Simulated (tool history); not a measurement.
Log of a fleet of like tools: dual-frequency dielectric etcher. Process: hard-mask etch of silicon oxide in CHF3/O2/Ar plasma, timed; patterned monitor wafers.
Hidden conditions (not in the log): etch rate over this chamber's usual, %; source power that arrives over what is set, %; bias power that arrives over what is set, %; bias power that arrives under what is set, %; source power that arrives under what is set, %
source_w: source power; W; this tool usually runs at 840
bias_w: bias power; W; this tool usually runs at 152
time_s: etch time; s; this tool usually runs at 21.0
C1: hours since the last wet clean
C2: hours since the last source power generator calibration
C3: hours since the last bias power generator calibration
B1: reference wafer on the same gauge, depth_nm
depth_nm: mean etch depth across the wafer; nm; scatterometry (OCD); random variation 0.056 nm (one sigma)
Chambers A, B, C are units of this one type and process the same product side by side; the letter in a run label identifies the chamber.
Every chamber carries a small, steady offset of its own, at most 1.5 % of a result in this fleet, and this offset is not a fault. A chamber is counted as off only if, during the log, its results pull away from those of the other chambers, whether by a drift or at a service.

{"run": "1A", "hour": 12.4, "source_w": 840, "bias_w": 152, "time_s": 21.0, "C1": 13.3, "C2": 2771.3, "C3": 1207.5, "B1": 50.182, "depth_nm": 44.296}
{"run": "2B", "hour": 20.4, "source_w": 840, "bias_w": 152, "time_s": 21.0, "C1": 31.1, "C2": 1971.5, "C3": 3356.3, "B1": 50.185, "depth_nm": 44.809}
{"run": "3C", "hour": 27.5, "source_w": 840, "bias_w": 152, "time_s": 21.0, "C1": 42.2, "C2": 3259.1, "C3": 496.1, "B1": 50.187, "depth_nm": 44.629}
{"run": "4B", "hour": 33.1, "source_w": 840, "bias_w": 152, "time_s": 21.0, "C1": 43.8, "C2": 1984.2, "C3": 3369.0, "B1": 50.183, "depth_nm": 44.911}
{"run": "5C", "hour": 45.0, "source_w": 840, "bias_w": 152, "time_s": 21.0, "C1": 59.7, "C2": 3276.6, "C3": 513.6, "B1": 50.162, "depth_nm": 44.677}
{"run": "6A", "hour": 52.1, "source_w": 840, "bias_w": 152, "time_s": 21.0, "C1": 53.0, "C2": 2811.0, "C3": 1247.2, "B1": 50.143, "depth_nm": 44.339}
{"run": "7A", "hour": 62.2, "source_w": 840, "bias_w": 152, "time_s": 21.0, "C1": 63.1, "C2": 2821.1, "C3": 1257.3, "B1": 50.176, "depth_nm": 44.118}
{"hour": 63.3, "done": "chamber B: source power generator calibrated"}
{"run": "8C", "hour": 69.2, "source_w": 840, "bias_w": 174, "time_s": 17.0, "C1": 83.9, "C2": 3300.8, "C3": 537.8, "B1": 50.145, "depth_nm": 37.81}
{"run": "9B", "hour": 80.5, "source_w": 840, "bias_w": 174, "time_s": 17.0, "C1": 91.2, "C2": 17.2, "C3": 3416.4, "B1": 50.138, "depth_nm": 37.942}
{"run": "10B", "hour": 85.9, "source_w": 840, "bias_w": 174, "time_s": 17.0, "C1": 96.6, "C2": 22.6, "C3": 3421.8, "B1": 50.131, "depth_nm": 37.927}
{"run": "11A", "hour": 96.7, "source_w": 840, "bias_w": 152, "time_s": 21.0, "C1": 97.6, "C2": 2855.6, "C3": 1291.8, "B1": 50.131, "depth_nm": 44.104}
{"run": "12C", "hour": 102.5, "source_w": 840, "bias_w": 138, "time_s": 25.5, "C1": 117.2, "C2": 3334.1, "C3": 571.1, "B1": 50.13, "depth_nm": 52.473}
{"run": "13B", "hour": 109.1, "source_w": 840, "bias_w": 138, "time_s": 25.5, "C1": 119.8, "C2": 45.8, "C3": 3445.0, "B1": 50.113, "depth_nm": 52.85}
{"run": "14C", "hour": 115.9, "source_w": 840, "bias_w": 138, "time_s": 25.5, "C1": 130.6, "C2": 3347.5, "C3": 584.5, "B1": 50.126, "depth_nm": 52.468}
{"run": "15A", "hour": 123.1, "source_w": 840, "bias_w": 152, "time_s": 21.0, "C1": 124.0, "C2": 2882.0, "C3": 1318.2, "B1": 50.11, "depth_nm": 44.196}
{"run": "16A", "hour": 132.8, "source_w": 840, "bias_w": 152, "time_s": 21.0, "C1": 133.7, "C2": 2891.7, "C3": 1327.9, "B1": 50.116, "depth_nm": 44.211}
{"run": "17B", "hour": 144.4, "source_w": 840, "bias_w": 152, "time_s": 21.0, "C1": 155.1, "C2": 81.1, "C3": 3480.3, "B1": 50.088, "depth_nm": 44.84}
{"run": "18C", "hour": 151.2, "source_w": 840, "bias_w": 152, "time_s": 21.0, "C1": 165.9, "C2": 3382.8, "C3": 619.8, "B1": 50.095, "depth_nm": 44.58}
{"run": "19B", "hour": 162.9, "source_w": 840, "bias_w": 152, "time_s": 21.0, "C1": 173.6, "C2": 99.6, "C3": 3498.8, "B1": 50.099, "depth_nm": 44.711}
{"run": "20C", "hour": 173.3, "source_w": 840, "bias_w": 152, "time_s": 21.0, "C1": 188.0, "C2": 3404.9, "C3": 641.9, "B1": 50.078, "depth_nm": 44.449}
{"run": "21A", "hour": 179.1, "source_w": 840, "bias_w": 152, "time_s": 21.0, "C1": 180.0, "C2": 2938.0, "C3": 1374.2, "B1": 50.075, "depth_nm": 44.095}
{"run": "22C", "hour": 186.6, "source_w": 840, "bias_w": 152, "time_s": 21.0, "C1": 201.3, "C2": 3418.2, "C3": 655.2, "B1": 50.05, "depth_nm": 44.526}
{"run": "23A", "hour": 193.6, "source_w": 840, "bias_w": 152, "time_s": 21.0, "C1": 194.5, "C2": 2952.5, "C3": 1388.7, "B1": 50.043, "depth_nm": 44.108}
{"run": "24B", "hour": 204.7, "source_w": 840, "bias_w": 152, "time_s": 21.0, "C1": 215.4, "C2": 141.4, "C3": 3540.6, "B1": 50.057, "depth_nm": 44.815}
{"run": "25C", "hour": 213.6, "source_w": 840, "bias_w": 152, "time_s": 21.0, "C1": 228.3, "C2": 3445.2, "C3": 682.2, "B1": 50.068, "depth_nm": 44.476}
{"run": "26B", "hour": 224.4, "source_w": 840, "bias_w": 152, "time_s": 21.0, "C1": 235.1, "C2": 161.1, "C3": 3560.3, "B1": 50.041, "depth_nm": 44.768}
{"run": "27A", "hour": 235.5, "source_w": 840, "bias_w": 152, "time_s": 21.0, "C1": 236.4, "C2": 2994.4, "C3": 1430.6, "B1": 50.039, "depth_nm": 44.174}
{"run": "28C", "hour": 242.2, "source_w": 840, "bias_w": 152, "time_s": 21.0, "C1": 256.9, "C2": 3473.8, "C3": 710.8, "B1": 50.022, "depth_nm": 44.436}
{"run": "29A", "hour": 251.4, "source_w": 840, "bias_w": 152, "time_s": 21.0, "C1": 252.3, "C2": 3010.3, "C3": 1446.5, "B1": 50.014, "depth_nm": 44.027}
{"run": "30B", "hour": 260.1, "source_w": 840, "bias_w": 152, "time_s": 21.0, "C1": 270.8, "C2": 196.8, "C3": 3596.0, "B1": 50.015, "depth_nm": 44.711}
{"run": "31B", "hour": 267.4, "source_w": 840, "bias_w": 152, "time_s": 21.0, "C1": 278.1, "C2": 204.1, "C3": 3603.3, "B1": 50.007, "depth_nm": 44.612}
{"run": "32A", "hour": 276.4, "source_w": 770, "bias_w": 152, "time_s": 24.5, "C1": 277.3, "C2": 3035.3, "C3": 1471.5, "B1": 50.012, "depth_nm": 49.65}
{"hour": 282.1, "done": "chamber A: source power generator calibrated"}
{"run": "33C", "hour": 285.9, "source_w": 770, "bias_w": 152, "time_s": 24.5, "C1": 300.6, "C2": 3517.5, "C3": 754.5, "B1": 49.996, "depth_nm": 50.177}
{"run": "34B", "hour": 296.6, "source_w": 770, "bias_w": 152, "time_s": 24.5, "C1": 307.3, "C2": 233.3, "C3": 3632.5, "B1": 49.997, "depth_nm": 50.384}
{"run": "35A", "hour": 302.9, "source_w": 840, "bias_w": 152, "time_s": 21.0, "C1": 303.8, "C2": 20.8, "C3": 1498.0, "B1": 49.989, "depth_nm": 44.058}
{"run": "36C", "hour": 314.0, "source_w": 840, "bias_w": 152, "time_s": 21.0, "C1": 328.7, "C2": 3545.6, "C3": 782.6, "B1": 49.975, "depth_nm": 44.359}
{"run": "37C", "hour": 319.4, "source_w": 840, "bias_w": 152, "time_s": 21.0, "C1": 334.1, "C2": 3551.0, "C3": 788.0, "B1": 49.966, "depth_nm": 44.562}
{"run": "38A", "hour": 325.7, "source_w": 840, "bias_w": 152, "time_s": 23.0, "C1": 326.6, "C2": 43.6, "C3": 1520.8, "B1": 49.965, "depth_nm": 48.2}
{"hour": 326.5, "done": "chamber B: wet clean of the chamber"}
{"run": "39B", "hour": 333.9, "source_w": 840, "bias_w": 152, "time_s": 23.0, "C1": 7.4, "C2": 270.6, "C3": 3669.8, "B1": 49.968, "depth_nm": 48.915}
{"run": "40B", "hour": 340.0, "source_w": 840, "bias_w": 152, "time_s": 23.0, "C1": 13.5, "C2": 276.7, "C3": 3675.9, "B1": 49.947, "depth_nm": 48.863}
{"run": "41C", "hour": 345.9, "source_w": 840, "bias_w": 152, "time_s": 21.0, "C1": 360.6, "C2": 3577.5, "C3": 814.5, "B1": 49.947, "depth_nm": 44.433}

Each of the 3 chambers runs these same settings next. Fill in every chamber's results:
{"run": "42A", "hour": 354.8, "source_w": 840, "bias_w": 152, "time_s": 21.0, "depth_nm": "?"}
{"run": "42B", "hour": 354.8, "source_w": 840, "bias_w": 152, "time_s": 21.0, "depth_nm": "?"}
{"run": "42C", "hour": 354.8, "source_w": 840, "bias_w": 152, "time_s": 21.0, "depth_nm": "?"}

run=42A depth_nm=44.005
run=42B depth_nm=44.574
run=42C depth_nm=44.439
